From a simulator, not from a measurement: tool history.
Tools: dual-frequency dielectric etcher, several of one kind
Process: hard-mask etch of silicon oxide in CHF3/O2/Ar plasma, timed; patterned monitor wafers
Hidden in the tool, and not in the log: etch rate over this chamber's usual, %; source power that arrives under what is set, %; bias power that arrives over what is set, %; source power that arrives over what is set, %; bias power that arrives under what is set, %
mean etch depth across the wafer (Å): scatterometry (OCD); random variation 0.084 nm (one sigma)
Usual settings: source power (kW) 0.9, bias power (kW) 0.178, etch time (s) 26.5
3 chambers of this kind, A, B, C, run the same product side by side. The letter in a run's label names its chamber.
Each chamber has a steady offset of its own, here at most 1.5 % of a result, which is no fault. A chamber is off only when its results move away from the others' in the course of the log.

run   hour  source power (kW)  bias power (kW)  etch time (s)  hours since the last wet clean  hours since the last source power generator calibration  hours since the last bias power generator calibration  read-back reference wafer on the same gauge, depth_nm  mean etch depth across the wafer (Å)
 1B    8.1                0.9            0.178           26.5                           147.9                                                   2318.7                                                  499.1                                                 73.081                                601.82
 2C     14                0.9            0.178           26.5                           185.7                                                     1283                                                  393.3                                                 73.054                                605.95
 3A   22.5                0.9            0.178           26.5                           159.2                                                   3889.7                                                 2014.1                                                 73.047                                603.78
 4A   31.5                0.9            0.178           26.5                           168.2                                                   3898.7                                                 2023.1                                                 73.026                                 605.9
 5B   37.9                0.9            0.178           26.5                           177.7                                                   2348.5                                                  528.9                                                 73.024                                600.02
 6C   46.3                0.9            0.178           26.5                             218                                                   1315.3                                                  425.6                                                 72.989                                607.25
 7A   52.9                0.9            0.178           26.5                           189.6                                                   3920.1                                                 2044.5                                                 72.998                                602.36
 8C   58.5                0.9            0.178           26.5                           230.2                                                   1327.5                                                  437.8                                                 72.978                                604.82
 9B   63.2                0.9            0.178           26.5                             203                                                   2373.8                                                  554.2                                                 72.946                                600.68
10C   72.5                0.9            0.178           26.5                           244.2                                                   1341.5                                                  451.8                                                 72.921                                606.55
11A   80.9                0.9            0.194           26.5                           217.6                                                   3948.1                                                 2072.5                                                 72.935                                621.04
12B     88                0.9            0.194           26.5                           227.8                                                   2398.6                                                    579                                                 72.885                                617.56
13B   95.5                0.9            0.194           26.5                           235.3                                                   2406.1                                                  586.5                                                 72.874                                616.19
14C  100.7                0.9            0.178           26.5                           272.4                                                   1369.7                                                    480                                                 72.872                                 605.7
15A  108.7                0.9            0.178           26.5                           245.4                                                   3975.9                                                 2100.3                                                 72.845                                602.57
16C  113.6                0.9            0.178           26.5                           285.3                                                   1382.6                                                  492.9                                                 72.817                                604.27
17B    120                0.9            0.178           26.5                           259.8                                                   2430.6                                                    611                                                 72.813                                600.28
18A  127.3                0.9            0.178           26.5                             264                                                   3994.5                                                 2118.9                                                 72.805                                603.05
19A  131.9                0.9            0.178           26.5                           268.6                                                   3999.1                                                 2123.5                                                 72.803                                602.65
20C  136.4                0.9            0.178           26.5                           308.1                                                   1405.4                                                  515.7                                                 72.808                                606.01
21B  144.5                0.9            0.178           26.5                           284.3                                                   2455.1                                                  635.5                                                 72.771                                600.28
22B  154.1                0.9            0.178           26.5                           293.9                                                   2464.7                                                  645.1                                                 72.727                                599.54
23C  160.3                0.9            0.178           26.5                             332                                                   1429.3                                                  539.6                                                 72.737                                604.02
24A  168.1                0.9            0.178           23.5                           304.8                                                   4035.3                                                 2159.7                                                 72.722                                533.78
25C  175.7                0.9            0.178           23.5                           347.4                                                   1444.7                                                    555                                                 72.713                                535.75

All 3 chambers run these settings next. Forecast each chamber's results:
26A   183                0.8            0.178           26.5                                                                                                                                                                                                                                            ?
26B   183                0.8            0.178           26.5                                                                                                                                                                                                                                            ?
26C   183                0.8            0.178           26.5                                                                                                                                                                                                                                            ?

run  mean etch depth across the wafer (Å)
26A                                575.59
26B                                571.55
26C                                576.51
